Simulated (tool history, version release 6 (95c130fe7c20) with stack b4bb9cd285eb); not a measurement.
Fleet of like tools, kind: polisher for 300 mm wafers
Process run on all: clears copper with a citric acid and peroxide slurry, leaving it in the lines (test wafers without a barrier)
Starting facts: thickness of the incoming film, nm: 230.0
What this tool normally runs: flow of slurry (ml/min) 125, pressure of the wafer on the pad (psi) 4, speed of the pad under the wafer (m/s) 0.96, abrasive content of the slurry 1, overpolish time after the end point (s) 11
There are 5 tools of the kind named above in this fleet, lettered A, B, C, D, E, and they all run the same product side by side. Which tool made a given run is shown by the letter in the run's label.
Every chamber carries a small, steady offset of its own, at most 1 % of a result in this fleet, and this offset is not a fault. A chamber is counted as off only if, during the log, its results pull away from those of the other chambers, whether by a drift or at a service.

run	hour	flow of slurry (ml/min)	pressure of the wafer on the pad (psi)	speed of the pad under the wafer (m/s)	abrasive content of the slurry	overpolish time after the end point (s)	wafers polished on this pad	hours since the slurry nozzle was cleaned	hours since the head pressure was calibrated	hours since the slurry blender was calibrated	time until the end point was called (s)	dishing of a wide line in a test structure (angstrom)
1A	7.1	125	4	0.96	1	11	575	170.7	119	219.7	72.051	258.47
2E	11.5	125	4	0.96	1	11	155	33.8	386	116.9	70.519	261.73
3C	18.6	125	4	0.96	1	11	377	235.1	733.7	220.1	71.366	256.85
4D	24.2	125	4	0.96	1	11	488	180.1	472.8	183.5	71.528	257.04
5B	31	125	4	0.96	1	11	645	148.5	810.2	42.3	72.394	267.52
6B	35.7	125	4	0.96	1	11	669	153.2	814.9	47	72.872	258.45
7C	41.2	125	4	0.96	1	11	493	257.7	756.3	242.7	73.851	257.67
8D	48.1	125	4	0.96	1	11	610	204	496.7	207.4	73.851	258.7
9A	52.9	125	4	0.96	1	11	810	216.5	164.8	265.5	73.031	269.72
10E	56.4	125	4	0.96	1	11	386	78.7	430.9	161.8	71.146	268.43
# hour 61: chamber D: worn pad replaced by a new one
11A	62.6	125	4	0.96	1	11	860	226.2	174.5	275.2	72.906	258.59
12E	69.7	125	4	0.96	1	11	455	92	444.2	175.1	71.853	262.4
# hour 72.8: chamber A: worn pad replaced by a new one
13C	76	125	4	0.96	1	11	672	292.5	791.1	277.5	75.511	265.77
# hour 77.6: chamber B: worn pad replaced by a new one
14D	79.5	125	4	0.96	1	11	95	235.4	528.1	238.8	71.594	264.25
15B	86	125	4	0.7	1.25	11	43	203.5	865.2	97.3	95.965	206.13
16C	89.6	125	4	0.7	1.25	11	742	306.1	804.7	291.1	93.446	206.99
# hour 90: chamber C: worn pad replaced by a new one
# hour 91.6: chamber D: slurry blender recalibrated
17D	93.8	125	4	0.7	1.25	11	168	249.7	542.4	2.2	95.533	209.6
18A	97.5	125	4	0.7	1.25	11	127	261.1	209.4	310.1	94.815	198.42
19E	104.3	125	4	0.7	1.25	11	633	126.6	478.8	209.7	92.214	198.58
20B	110.8	125	4	0.96	1	11	171	228.3	890	122.1	71.078	258.73
21A	117.5	125	4	0.96	1	11	230	281.1	229.4	330.1	70.951	253.66
# hour 118.3: chamber E: worn pad replaced by a new one
22D	124.7	150	3.1	0.96	1	11	327	280.6	573.3	33.1	89.455	210.24
# hour 126.9: chamber E: slurry blender recalibrated
23C	131.5	150	3.1	0.96	1	11	213	348	846.6	333	89.766	208.64
# hour 134.8: chamber E: head pressure recalibrated
24B	135.1	150	3.1	0.96	1	11	296	252.6	914.3	146.4	92.677	213.64
25E	139.2	150	3.1	0.96	1	11	107	161.5	4.4	12.4	87.556	214.07
26A	146	150	3.1	0.96	1	11	376	309.6	257.9	358.6	88.269	207.08
27D	150.1	125	4	0.96	1	11	458	306	598.7	58.5	72.737	254.22
28C	153.4	125	4	0.96	1	11	326	369.9	868.5	354.9	70.686	250.54
29B	159.6	125	4	0.96	1	11	421	277.1	938.8	170.9	72.404	256.79
# hour 162.8: chamber D: worn pad replaced by a new one
30E	164	125	4	0.96	1	11	235	186.3	29.2	37.2	72.943	261.49
31C	170.4	125	4	0.96	1	11	413	386.9	885.5	371.9	71.864	256.49
32B	175.8	125	4	0.96	1	11	505	293.3	955	187.1	72.329	266.49
33A	180.6	125	4	0.96	1	11	554	344.2	292.5	393.2	75.3	261.17
# hour 181.3: chamber C: head pressure recalibrated
34E	185.1	125	4	0.96	1	11	343	207.4	50.3	58.3	73.152	253.84
# hour 189.3: chamber E: slurry nozzle cleaned
35D	192.2	125	3.5	0.96	1	5	151	348.1	640.8	100.6	83.492	108.65
36D	197.8	125	3.5	0.96	1	5	180	353.7	646.4	106.2	82.017	105.16
37E	201.6	125	3.5	0.96	1	5	428	12.4	66.8	74.8	82.27	108.98
38C	207.3	125	3.5	0.96	1	5	603	423.8	26	408.8	83.136	106.67
39B	213.8	125	3.5	0.96	1	5	700	331.3	993	225.1	84.389	111.42
40A	220.5	125	4	0.96	1	11	759	384.1	332.4	433.1	72.178	259.52

Next, all 5 chambers run the settings below, one line each with question marks for the results. What does each chamber give?
41A	225.7	125	4	0.96	1	11					?	?
41B	225.7	125	4	0.96	1	11					?	?
41C	225.7	125	4	0.96	1	11					?	?
41D	225.7	125	4	0.96	1	11					?	?
41E	225.7	125	4	0.96	1	11					?	?

run	time until the end point was called (s)	dishing of a wide line in a test structure (angstrom)
41A	70.831	250.55
41B	72.431	261.72
41C	73.224	260.75
41D	72.116	255.2
41E	69.464	256.41
